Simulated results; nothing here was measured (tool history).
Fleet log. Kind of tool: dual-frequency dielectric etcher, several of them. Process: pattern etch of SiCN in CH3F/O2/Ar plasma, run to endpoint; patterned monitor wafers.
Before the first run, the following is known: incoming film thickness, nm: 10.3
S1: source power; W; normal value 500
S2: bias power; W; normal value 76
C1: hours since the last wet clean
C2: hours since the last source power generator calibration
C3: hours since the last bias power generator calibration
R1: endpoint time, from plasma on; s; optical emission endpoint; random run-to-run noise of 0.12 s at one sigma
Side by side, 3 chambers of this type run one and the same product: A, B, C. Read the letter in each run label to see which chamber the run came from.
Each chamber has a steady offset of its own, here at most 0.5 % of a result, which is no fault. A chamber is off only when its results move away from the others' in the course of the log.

{"run": "1A", "hour": 4.0, "S1": 500, "S2": 76, "C1": 504.0, "C2": 1274.3, "C3": 3831.2, "R1": 25.04}
{"run": "2C", "hour": 7.0, "S1": 500, "S2": 76, "C1": 321.9, "C2": 3353.6, "C3": 3530.3, "R1": 24.777}
{"run": "3B", "hour": 10.3, "S1": 500, "S2": 76, "C1": 397.4, "C2": 2508.5, "C3": 854.7, "R1": 24.811}
{"run": "4A", "hour": 14.9, "S1": 500, "S2": 76, "C1": 514.9, "C2": 1285.2, "C3": 3842.1, "R1": 24.632}
{"run": "5B", "hour": 19.2, "S1": 390, "S2": 76, "C1": 406.3, "C2": 2517.4, "C3": 863.6, "R1": 27.165}
{"run": "6C", "hour": 23.1, "S1": 390, "S2": 76, "C1": 338.0, "C2": 3369.7, "C3": 3546.4, "R1": 27.133}
{"hour": 24.5, "done": "chamber B: wet clean of the chamber"}
{"run": "7B", "hour": 27.2, "S1": 390, "S2": 76, "C1": 2.7, "C2": 2525.4, "C3": 871.6, "R1": 27.37}
{"run": "8C", "hour": 30.0, "S1": 500, "S2": 76, "C1": 344.9, "C2": 3376.6, "C3": 3553.3, "R1": 24.751}
{"run": "9A", "hour": 33.1, "S1": 590, "S2": 76, "C1": 533.1, "C2": 1303.4, "C3": 3860.3, "R1": 23.432}
{"run": "10B", "hour": 36.0, "S1": 590, "S2": 76, "C1": 11.5, "C2": 2534.2, "C3": 880.4, "R1": 23.176}
{"run": "11C", "hour": 40.7, "S1": 590, "S2": 76, "C1": 355.6, "C2": 3387.3, "C3": 3564.0, "R1": 23.305}
{"run": "12A", "hour": 45.9, "S1": 400, "S2": 61, "C1": 545.9, "C2": 1316.2, "C3": 3873.1, "R1": 29.203}
{"run": "13C", "hour": 51.4, "S1": 400, "S2": 61, "C1": 366.3, "C2": 3398.0, "C3": 3574.7, "R1": 29.213}
{"run": "14A", "hour": 56.7, "S1": 400, "S2": 61, "C1": 556.7, "C2": 1327.0, "C3": 3883.9, "R1": 28.875}
{"run": "15B", "hour": 60.8, "S1": 500, "S2": 76, "C1": 36.3, "C2": 2559.0, "C3": 905.2, "R1": 24.42}
{"hour": 61.1, "done": "chamber C: source power generator calibrated"}
{"run": "16A", "hour": 66.9, "S1": 600, "S2": 76, "C1": 566.9, "C2": 1337.2, "C3": 3894.1, "R1": 23.01}
{"run": "17C", "hour": 70.8, "S1": 600, "S2": 76, "C1": 385.7, "C2": 9.7, "C3": 3594.1, "R1": 23.112}
{"run": "18B", "hour": 76.0, "S1": 600, "S2": 76, "C1": 51.5, "C2": 2574.2, "C3": 920.4, "R1": 23.126}
{"hour": 77.7, "done": "chamber A: wet clean of the chamber"}
{"run": "19C", "hour": 79.5, "S1": 390, "S2": 58, "C1": 394.4, "C2": 18.4, "C3": 3602.8, "R1": 29.988}
{"run": "20A", "hour": 83.1, "S1": 390, "S2": 58, "C1": 5.5, "C2": 1353.4, "C3": 3910.3, "R1": 28.591}
{"run": "21B", "hour": 87.5, "S1": 390, "S2": 58, "C1": 63.0, "C2": 2585.7, "C3": 931.9, "R1": 29.897}
{"run": "22A", "hour": 91.1, "S1": 500, "S2": 76, "C1": 13.5, "C2": 1361.4, "C3": 3918.3, "R1": 23.871}
{"run": "23B", "hour": 96.3, "S1": 500, "S2": 76, "C1": 71.8, "C2": 2594.5, "C3": 940.7, "R1": 24.815}
{"run": "24C", "hour": 99.6, "S1": 500, "S2": 76, "C1": 414.5, "C2": 38.5, "C3": 3622.9, "R1": 24.571}
{"run": "25C", "hour": 105.1, "S1": 500, "S2": 76, "C1": 420.0, "C2": 44.0, "C3": 3628.4, "R1": 24.682}
{"run": "26B", "hour": 111.0, "S1": 500, "S2": 76, "C1": 86.5, "C2": 2609.2, "C3": 955.4, "R1": 24.618}
{"hour": 112.8, "done": "chamber C: bias power generator calibrated"}
{"run": "27A", "hour": 116.9, "S1": 500, "S2": 76, "C1": 39.3, "C2": 1387.2, "C3": 3944.1, "R1": 23.988}
{"run": "28A", "hour": 121.3, "S1": 500, "S2": 76, "C1": 43.7, "C2": 1391.6, "C3": 3948.5, "R1": 23.778}
{"run": "29C", "hour": 126.7, "S1": 500, "S2": 76, "C1": 441.6, "C2": 65.6, "C3": 13.9, "R1": 24.607}

All 3 chambers run these settings next. Forecast each chamber's results:
{"run": "30A", "hour": 131.1, "S1": 460, "S2": 76, "R1": "?"}
{"run": "30B", "hour": 131.1, "S1": 460, "S2": 76, "R1": "?"}
{"run": "30C", "hour": 131.1, "S1": 460, "S2": 76, "R1": "?"}

run=30A R1=24.629
run=30B R1=25.314
run=30C R1=25.471
